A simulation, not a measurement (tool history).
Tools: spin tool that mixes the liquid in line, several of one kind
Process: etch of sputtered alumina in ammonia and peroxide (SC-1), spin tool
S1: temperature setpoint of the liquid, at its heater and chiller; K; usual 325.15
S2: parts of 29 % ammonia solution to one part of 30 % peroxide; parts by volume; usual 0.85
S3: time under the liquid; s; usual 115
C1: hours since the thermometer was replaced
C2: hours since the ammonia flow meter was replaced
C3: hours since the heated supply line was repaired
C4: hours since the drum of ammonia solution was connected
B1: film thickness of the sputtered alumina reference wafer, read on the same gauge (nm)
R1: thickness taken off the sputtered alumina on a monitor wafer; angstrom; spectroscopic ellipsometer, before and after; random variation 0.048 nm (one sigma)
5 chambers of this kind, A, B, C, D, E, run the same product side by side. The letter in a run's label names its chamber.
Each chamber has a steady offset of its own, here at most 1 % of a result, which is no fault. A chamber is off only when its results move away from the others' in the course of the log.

Run 1D, hour 6.1: usual settings; C1 198; C2 152.4; C3 1344.8; C4 543.7; B1 70.044. Result: R1 76.702 angstrom.
Run 2B, hour 12.3: usual settings; C1 2037.7; C2 271; C3 3170.4; C4 770.4; B1 69.975. Result: R1 77.477 angstrom.
Run 3A, hour 17.2: usual settings; C1 1839.6; C2 22.3; C3 2212.4; C4 351.1; B1 70.026. Result: R1 76.743 angstrom.
Run 4E, hour 21.5: usual settings; C1 412.9; C2 1986.1; C3 2205.1; C4 611.6; B1 69.982. Result: R1 77.979 angstrom.
Run 5C, hour 30.2: usual settings but S1 331.15 K, S2 1.2 parts by volume; C1 478.1; C2 407.4; C3 592.4; C4 686.4; B1 69.982. Result: R1 109.7 angstrom.
Run 6D, hour 37.7: usual settings but S1 331.15 K, S2 1.2 parts by volume; C1 229.6; C2 184; C3 1376.4; C4 575.3; B1 70.006. Result: R1 108.5 angstrom.
Run 7A, hour 43.2: usual settings but S1 331.15 K, S2 1.2 parts by volume; C1 1865.6; C2 48.3; C3 2238.4; C4 377.1; B1 69.984. Result: R1 109.94 angstrom.
Run 8B, hour 50.4: usual settings but S1 331.15 K, S2 1.2 parts by volume; C1 2075.8; C2 309.1; C3 3208.5; C4 808.5; B1 69.953. Result: R1 111.08 angstrom.
Run 9E, hour 55.7: usual settings but S1 331.15 K, S2 1.2 parts by volume; C1 447.1; C2 2020.3; C3 2239.3; C4 645.8; B1 70.01. Result: R1 110.73 angstrom.
At hour 59.7: chamber E: new drum of ammonia solution connected.
Run 10C, hour 64.2: usual settings; C1 512.1; C2 441.4; C3 626.4; C4 720.4; B1 70.004. Result: R1 76.827 angstrom.
Run 11E, hour 68.1: usual settings; C1 459.5; C2 2032.7; C3 2251.7; C4 8.5; B1 69.989. Result: R1 78.371 angstrom.
Run 12C, hour 73.7: usual settings; C1 521.6; C2 450.9; C3 635.9; C4 729.9; B1 69.976. Result: R1 76.115 angstrom.
At hour 74.9: chamber D: heated supply line repaired.
Run 13D, hour 82.2: usual settings; C1 274.1; C2 228.5; C3 7.3; C4 619.8; B1 69.967. Result: R1 76.452 angstrom.
Run 14A, hour 88.2: usual settings; C1 1910.6; C2 93.3; C3 2283.4; C4 422.1; B1 69.973. Result: R1 78.255 angstrom.
Run 15B, hour 94.5: usual settings but S1 332.65 K; C1 2119.9; C2 353.2; C3 3252.6; C4 852.6; B1 69.985. Result: R1 116.1 angstrom.
Run 16E, hour 98.8: usual settings but S1 332.65 K; C1 490.2; C2 2063.4; C3 2282.4; C4 39.2; B1 69.971. Result: R1 115.57 angstrom.
Run 17B, hour 107.6: usual settings but S1 332.65 K; C1 2133; C2 366.3; C3 3265.7; C4 865.7; B1 70.005. Result: R1 116.84 angstrom.
At hour 109.8: chamber E: ammonia flow meter replaced.
Run 18A, hour 112.1: usual settings but S1 332.65 K; C1 1934.5; C2 117.2; C3 2307.3; C4 446; B1 69.997. Result: R1 116.14 angstrom.
Run 19C, hour 118.2: usual settings but S1 332.65 K; C1 566.1; C2 495.4; C3 680.4; C4 774.4; B1 69.964. Result: R1 113.75 angstrom.
Run 20D, hour 123.6: usual settings; C1 315.5; C2 269.9; C3 48.7; C4 661.2; B1 70.007. Result: R1 77.019 angstrom.
Run 21D, hour 129.7: usual settings; C1 321.6; C2 276; C3 54.8; C4 667.3; B1 69.918. Result: R1 77.394 angstrom.
Run 22C, hour 133.8: usual settings; C1 581.7; C2 511; C3 696; C4 790; B1 70.023. Result: R1 77.32 angstrom.
Run 23E, hour 141.6: usual settings; C1 533; C2 31.9; C3 2325.2; C4 82; B1 70.024. Result: R1 77.102 angstrom.
Run 24B, hour 150.3: usual settings; C1 2175.7; C2 409; C3 3308.4; C4 908.4; B1 69.999. Result: R1 77.033 angstrom.
At hour 152.3: chamber A: new drum of ammonia solution connected.
Run 25A, hour 154.3: usual settings; C1 1976.7; C2 159.4; C3 2349.5; C4 2.1; B1 70.046. Result: R1 77.447 angstrom.
Run 26A, hour 161.2: usual settings; C1 1983.6; C2 166.3; C3 2356.4; C4 9; B1 69.999. Result: R1 77.64 angstrom.
Run 27B, hour 166.2: usual settings; C1 2191.6; C2 424.9; C3 3324.3; C4 924.3; B1 69.925. Result: R1 78.11 angstrom.
Run 28E, hour 173: usual settings; C1 564.4; C2 63.3; C3 2356.6; C4 113.4; B1 70.064. Result: R1 78.142 angstrom.
Run 29C, hour 177: usual settings but S1 317.15 K; C1 624.9; C2 554.2; C3 739.2; C4 833.2; B1 69.987. Result: R1 49.574 angstrom.
Run 30D, hour 182: usual settings but S1 317.15 K; C1 373.9; C2 328.3; C3 107.1; C4 719.6; B1 69.998. Result: R1 48.682 angstrom.

Next, every chamber runs the same settings. What will each give?
Run 31A, hour 188.5: usual settings but S3 160 s. Result: R1 ?.
Run 31B, hour 188.5: usual settings but S3 160 s. Result: R1 ?.
Run 31C, hour 188.5: usual settings but S3 160 s. Result: R1 ?.
Run 31D, hour 188.5: usual settings but S3 160 s. Result: R1 ?.
Run 31E, hour 188.5: usual settings but S3 160 s. Result: R1 ?.

run      R1
31A  107.25
31B  108.45
31C  106.45
31D  108.15
31E  108.48
